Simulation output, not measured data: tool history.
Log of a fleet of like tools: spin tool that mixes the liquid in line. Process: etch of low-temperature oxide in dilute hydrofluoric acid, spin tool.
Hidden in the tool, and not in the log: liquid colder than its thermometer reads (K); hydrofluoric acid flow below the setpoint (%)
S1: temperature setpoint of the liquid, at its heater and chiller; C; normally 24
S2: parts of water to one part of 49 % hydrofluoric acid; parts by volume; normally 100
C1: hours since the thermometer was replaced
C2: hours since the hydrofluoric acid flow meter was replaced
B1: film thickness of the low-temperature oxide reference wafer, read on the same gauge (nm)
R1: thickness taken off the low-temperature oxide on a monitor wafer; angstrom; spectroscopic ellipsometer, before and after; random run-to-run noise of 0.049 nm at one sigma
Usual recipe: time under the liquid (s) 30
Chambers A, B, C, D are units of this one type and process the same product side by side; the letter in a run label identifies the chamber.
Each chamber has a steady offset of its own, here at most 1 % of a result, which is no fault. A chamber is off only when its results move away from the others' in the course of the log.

{"run": "1B", "day": 0.258, "S1": 24, "S2": 100, "time under the liquid (s)": 30, "C1": 1187.4, "C2": 1785.3, "B1": 30.039, "R1": 52.4}
{"run": "2A", "day": 0.496, "S1": 24, "S2": 100, "time under the liquid (s)": 30, "C1": 821.2, "C2": 1097.5, "B1": 30.004, "R1": 52.385}
{"run": "3D", "day": 0.871, "S1": 24, "S2": 100, "time under the liquid (s)": 30, "C1": 1264.4, "C2": 416.9, "B1": 29.985, "R1": 52.73}
{"run": "4C", "day": 1.104, "S1": 24, "S2": 100, "time under the liquid (s)": 30, "C1": 413.9, "C2": 541.9, "B1": 29.972, "R1": 54.266}
{"run": "5D", "day": 1.475, "S1": 24, "S2": 100, "time under the liquid (s)": 30, "C1": 1278.9, "C2": 431.4, "B1": 29.957, "R1": 53.268}
{"run": "6A", "day": 1.733, "S1": 24, "S2": 100, "time under the liquid (s)": 30, "C1": 850.9, "C2": 1127.2, "B1": 30.01, "R1": 53.322}
{"run": "7C", "day": 1.954, "S1": 24, "S2": 100, "time under the liquid (s)": 30, "C1": 434.3, "C2": 562.3, "B1": 30.019, "R1": 53.755}
{"run": "8B", "day": 2.412, "S1": 24, "S2": 100, "time under the liquid (s)": 30, "C1": 1239.1, "C2": 1837, "B1": 30.01, "R1": 52.561}
{"run": "9B", "day": 2.838, "S1": 24, "S2": 100, "time under the liquid (s)": 30, "C1": 1249.3, "C2": 1847.2, "B1": 29.987, "R1": 53.33}
{"run": "10A", "day": 3.279, "S1": 24, "S2": 100, "time under the liquid (s)": 30, "C1": 888, "C2": 1164.3, "B1": 29.995, "R1": 53.387}
{"run": "11C", "day": 3.725, "S1": 24, "S2": 100, "time under the liquid (s)": 30, "C1": 476.8, "C2": 604.8, "B1": 29.989, "R1": 53.422}
{"run": "12D", "day": 3.988, "S1": 24, "S2": 100, "time under the liquid (s)": 30, "C1": 1339.2, "C2": 491.7, "B1": 30.001, "R1": 53.354}
{"run": "13C", "day": 4.404, "S1": 24, "S2": 100, "time under the liquid (s)": 30, "C1": 493.1, "C2": 621.1, "B1": 29.988, "R1": 54.001}
{"run": "14B", "day": 4.725, "S1": 24, "S2": 100, "time under the liquid (s)": 30, "C1": 1294.6, "C2": 1892.5, "B1": 29.962, "R1": 54.195}
{"run": "15A", "day": 4.971, "S1": 24, "S2": 100, "time under the liquid (s)": 30, "C1": 928.6, "C2": 1204.9, "B1": 30, "R1": 53.087}
{"run": "16D", "day": 5.229, "S1": 24, "S2": 100, "time under the liquid (s)": 45, "C1": 1369, "C2": 521.5, "B1": 29.988, "R1": 79.745}
{"run": "17D", "day": 5.517, "S1": 24, "S2": 100, "time under the liquid (s)": 45, "C1": 1375.9, "C2": 528.4, "B1": 30.016, "R1": 80.458}
{"run": "18B", "day": 5.883, "S1": 24, "S2": 100, "time under the liquid (s)": 45, "C1": 1322.4, "C2": 1920.3, "B1": 30.005, "R1": 79.533}
{"run": "19C", "day": 6.338, "S1": 24, "S2": 100, "time under the liquid (s)": 45, "C1": 539.5, "C2": 667.5, "B1": 29.973, "R1": 79.85}
{"day": 6.746, "done": "chamber A: hydrofluoric acid flow meter replaced"}
{"run": "20A", "day": 6.758, "S1": 24, "S2": 100, "time under the liquid (s)": 30, "C1": 971.5, "C2": 0.3, "B1": 30, "R1": 53.46}
{"run": "21A", "day": 7.096, "S1": 24, "S2": 100, "time under the liquid (s)": 30, "C1": 979.6, "C2": 8.4, "B1": 29.979, "R1": 53.164}
{"run": "22D", "day": 7.367, "S1": 24, "S2": 100, "time under the liquid (s)": 30, "C1": 1420.3, "C2": 572.8, "B1": 29.993, "R1": 54.252}
{"run": "23C", "day": 7.717, "S1": 24, "S2": 100, "time under the liquid (s)": 30, "C1": 572.6, "C2": 700.6, "B1": 29.997, "R1": 51.448}
{"run": "24B", "day": 8.146, "S1": 24, "S2": 100, "time under the liquid (s)": 30, "C1": 1376.7, "C2": 1974.6, "B1": 30.006, "R1": 53.032}
{"run": "25A", "day": 8.608, "S1": 24, "S2": 100, "time under the liquid (s)": 30, "C1": 1015.9, "C2": 44.7, "B1": 29.981, "R1": 52.812}
{"run": "26B", "day": 9.012, "S1": 24, "S2": 100, "time under the liquid (s)": 30, "C1": 1397.5, "C2": 1995.4, "B1": 30.026, "R1": 53.647}
{"run": "27C", "day": 9.242, "S1": 24, "S2": 100, "time under the liquid (s)": 30, "C1": 609.2, "C2": 737.2, "B1": 29.993, "R1": 51.527}
{"run": "28D", "day": 9.629, "S1": 24, "S2": 100, "time under the liquid (s)": 30, "C1": 1474.6, "C2": 627.1, "B1": 29.958, "R1": 53.186}
{"run": "29C", "day": 9.862, "S1": 24, "S2": 100, "time under the liquid (s)": 30, "C1": 624.1, "C2": 752.1, "B1": 30.001, "R1": 51.423}
{"run": "30B", "day": 10.308, "S1": 26.5, "S2": 100, "time under the liquid (s)": 20, "C1": 1428.6, "C2": 2026.5, "B1": 30.05, "R1": 38.715}
{"run": "31A", "day": 10.592, "S1": 26.5, "S2": 100, "time under the liquid (s)": 20, "C1": 1063.5, "C2": 92.3, "B1": 30.014, "R1": 39.34}
{"run": "32D", "day": 10.917, "S1": 26.5, "S2": 100, "time under the liquid (s)": 20, "C1": 1505.5, "C2": 658, "B1": 30.034, "R1": 38.915}
{"run": "33D", "day": 11.375, "S1": 26.5, "S2": 100, "time under the liquid (s)": 20, "C1": 1516.5, "C2": 669, "B1": 29.994, "R1": 38.914}
{"run": "34B", "day": 11.692, "S1": 24, "S2": 100, "time under the liquid (s)": 30, "C1": 1461.8, "C2": 2059.7, "B1": 29.98, "R1": 52.79}
{"run": "35C", "day": 11.95, "S1": 24, "S2": 100, "time under the liquid (s)": 30, "C1": 674.2, "C2": 802.2, "B1": 30.04, "R1": 50.184}
{"run": "36A", "day": 12.4, "S1": 24, "S2": 100, "time under the liquid (s)": 30, "C1": 1106.9, "C2": 135.7, "B1": 30.013, "R1": 53.914}
{"run": "37D", "day": 12.804, "S1": 24, "S2": 100, "time under the liquid (s)": 30, "C1": 1550.8, "C2": 703.3, "B1": 30.011, "R1": 52.916}
{"run": "38B", "day": 13.192, "S1": 24, "S2": 100, "time under the liquid (s)": 30, "C1": 1497.8, "C2": 2095.7, "B1": 30.009, "R1": 53.975}
{"day": 13.4, "done": "chamber D: thermometer replaced"}
{"run": "39A", "day": 13.525, "S1": 24, "S2": 100, "time under the liquid (s)": 30, "C1": 1133.9, "C2": 162.7, "B1": 30.012, "R1": 53.855}
{"run": "40C", "day": 13.983, "S1": 24, "S2": 100, "time under the liquid (s)": 30, "C1": 723, "C2": 851, "B1": 29.978, "R1": 48.821}
{"run": "41B", "day": 14.412, "S1": 24, "S2": 100, "time under the liquid (s)": 30, "C1": 1527.1, "C2": 2125, "B1": 30, "R1": 53.529}
{"run": "42D", "day": 14.733, "S1": 24, "S2": 100, "time under the liquid (s)": 30, "C1": 32, "C2": 749.6, "B1": 30, "R1": 53.074}

What goes on in this fleet: one chamber off, a drifting gauge, or nothing beyond the chambers' own small offsets? Name the chamber and the cause, if any.

Chamber C drifts away from the others.
What lies behind it: hydrofluoric acid flow below the setpoint (%) = 8.69.
Not necessarily distinguishable in this log from: liquid colder than its thermometer reads (K).

Here are 4 candidates for chamber C's next run, each the usual settings with a change, their results left as question marks. Which one brings its results back in line with what the others give on the usual settings?
Counts as in line when no further than this from what the other chambers average on the usual settings: R1 1.7 angstrom
{"run": "43C-1", "day": 15.071, "S1": 22, "S2": 100, "time under the liquid (s)": 30, "R1": "?"}
{"run": "43C-2", "day": 15.071, "S1": 24, "S2": 100, "time under the liquid (s)": 35, "R1": "?"}
{"run": "43C-3", "day": 15.071, "S1": 24.5, "S2": 95, "time under the liquid (s)": 30, "R1": "?"}
{"run": "43C-4", "day": 15.071, "S1": 20.5, "S2": 100, "time under the liquid (s)": 30, "R1": "?"}

Average result of the remaining chambers running the usual settings: R1 53.297 angstrom
run=43C-1 R1=45.014
run=43C-2 R1=56.904
run=43C-3 R1=52.73
run=43C-4 R1=42.335
The answer is 43C-3, which returns the chamber to within the allowed miss of the others.
